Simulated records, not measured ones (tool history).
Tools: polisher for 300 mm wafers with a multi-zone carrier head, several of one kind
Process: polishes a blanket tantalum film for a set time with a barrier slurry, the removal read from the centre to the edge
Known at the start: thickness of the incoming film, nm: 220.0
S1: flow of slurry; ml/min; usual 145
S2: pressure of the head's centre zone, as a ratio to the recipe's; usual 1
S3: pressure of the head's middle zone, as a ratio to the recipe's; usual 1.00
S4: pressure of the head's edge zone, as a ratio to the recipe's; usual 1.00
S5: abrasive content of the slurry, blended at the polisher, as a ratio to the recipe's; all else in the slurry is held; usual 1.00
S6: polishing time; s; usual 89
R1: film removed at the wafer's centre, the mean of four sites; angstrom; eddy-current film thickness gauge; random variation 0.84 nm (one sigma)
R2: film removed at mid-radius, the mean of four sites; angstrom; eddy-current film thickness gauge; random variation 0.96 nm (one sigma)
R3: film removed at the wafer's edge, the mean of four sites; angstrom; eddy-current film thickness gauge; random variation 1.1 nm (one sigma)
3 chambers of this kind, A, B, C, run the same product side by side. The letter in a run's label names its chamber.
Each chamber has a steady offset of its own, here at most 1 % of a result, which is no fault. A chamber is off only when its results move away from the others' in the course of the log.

| run | hour | S1 | S2 | S3 | S4 | S5 | S6 | R1 | R2 | R3 |
|---|---|---|---|---|---|---|---|---|---|---|
|  | 3.0 | chamber C: slurry nozzle cleaned |
| 1C | 5.1 | 145 | 1 | 1.00 | 1.00 | 1.00 | 89 | 815.39 | 821.41 | 819.10 |
| 2B | 10.0 | 145 | 1 | 1.00 | 1.00 | 1.00 | 89 | 810.05 | 819.36 | 817.25 |
|  | 16.5 | chamber C: worn pad replaced by a new one |
| 3A | 17.1 | 145 | 1 | 1.00 | 1.00 | 1.00 | 89 | 820.61 | 837.60 | 832.69 |
| 4B | 25.1 | 145 | 1 | 1.00 | 1.00 | 1.00 | 89 | 798.84 | 798.36 | 812.74 |
| 5A | 31.2 | 165 | 1 | 1.00 | 1.00 | 1.00 | 102 | 966.69 | 960.30 | 940.97 |
| 6C | 37.1 | 165 | 1 | 1.00 | 1.00 | 1.00 | 102 | 984.08 | 957.05 | 937.26 |
| 7C | 44.1 | 165 | 1 | 1.00 | 1.00 | 1.00 | 102 | 969.17 | 979.13 | 963.61 |
| 8A | 52.0 | 115 | 1 | 1.00 | 1.00 | 1.25 | 89 | 799.98 | 807.51 | 828.50 |
| 9B | 60.4 | 115 | 1 | 1.00 | 1.00 | 1.25 | 89 | 801.13 | 817.17 | 841.41 |
| 10C | 67.4 | 115 | 1 | 1.00 | 1.00 | 1.25 | 89 | 810.89 | 836.32 | 836.73 |
| 11A | 71.3 | 145 | 1 | 1.00 | 1.00 | 1.00 | 89 | 788.41 | 804.45 | 789.89 |
| 12B | 76.5 | 145 | 1 | 1.00 | 1.00 | 1.00 | 89 | 813.27 | 814.23 | 815.84 |
| 13B | 84.8 | 145 | 1 | 1.00 | 1.00 | 1.00 | 89 | 811.93 | 806.24 | 801.46 |
|  | 85.1 | chamber A: worn pad replaced by a new one |
| 14C | 90.2 | 145 | 1 | 1.00 | 1.00 | 1.00 | 89 | 814.70 | 838.12 | 818.88 |
|  | 95.6 | chamber B: slurry nozzle cleaned |
| 15A | 97.3 | 145 | 1 | 1.00 | 1.00 | 1.00 | 89 | 772.05 | 796.57 | 785.53 |
|  | 101.0 | chamber C: worn pad replaced by a new one |
| 16B | 105.1 | 145 | 1 | 1.00 | 1.00 | 1.00 | 89 | 809.37 | 817.97 | 822.14 |
| 17A | 110.1 | 145 | 1 | 1.00 | 1.00 | 1.00 | 89 | 780.25 | 810.32 | 777.57 |
| 18C | 118.1 | 145 | 1 | 1.06 | 1.11 | 1.00 | 89 | 816.78 | 885.24 | 868.35 |
| 19B | 122.0 | 145 | 1 | 1.06 | 1.11 | 1.00 | 89 | 812.80 | 865.97 | 870.48 |
| 20A | 127.4 | 145 | 1 | 1.06 | 1.11 | 1.00 | 89 | 755.56 | 798.65 | 810.99 |
| 21C | 131.5 | 145 | 1 | 1.00 | 1.00 | 1.00 | 89 | 823.54 | 836.25 | 815.70 |
| 22A | 139.1 | 145 | 1 | 1.00 | 1.00 | 1.00 | 89 | 744.82 | 768.58 | 787.72 |
| 23B | 143.3 | 145 | 1 | 1.00 | 1.00 | 1.00 | 89 | 800.84 | 822.31 | 800.28 |
| 24C | 149.7 | 145 | 1 | 1.00 | 1.00 | 1.00 | 89 | 827.90 | 820.45 | 813.69 |

All 3 chambers run these settings next. Forecast each chamber's results:
| 25A | 155.7 | 145 | 1 | 1.00 | 1.00 | 0.90 | 89 | ? | ? | ? |
| 25B | 155.7 | 145 | 1 | 1.00 | 1.00 | 0.90 | 89 | ? | ? | ? |
| 25C | 155.7 | 145 | 1 | 1.00 | 1.00 | 0.90 | 89 | ? | ? | ? |

| run | R1 | R2 | R3 |
|---|---|---|---|
| 25A | 731.01 | 739.89 | 748.73 |
| 25B | 787.19 | 777.48 | 801.81 |
| 25C | 804.12 | 801.48 | 784.37 |
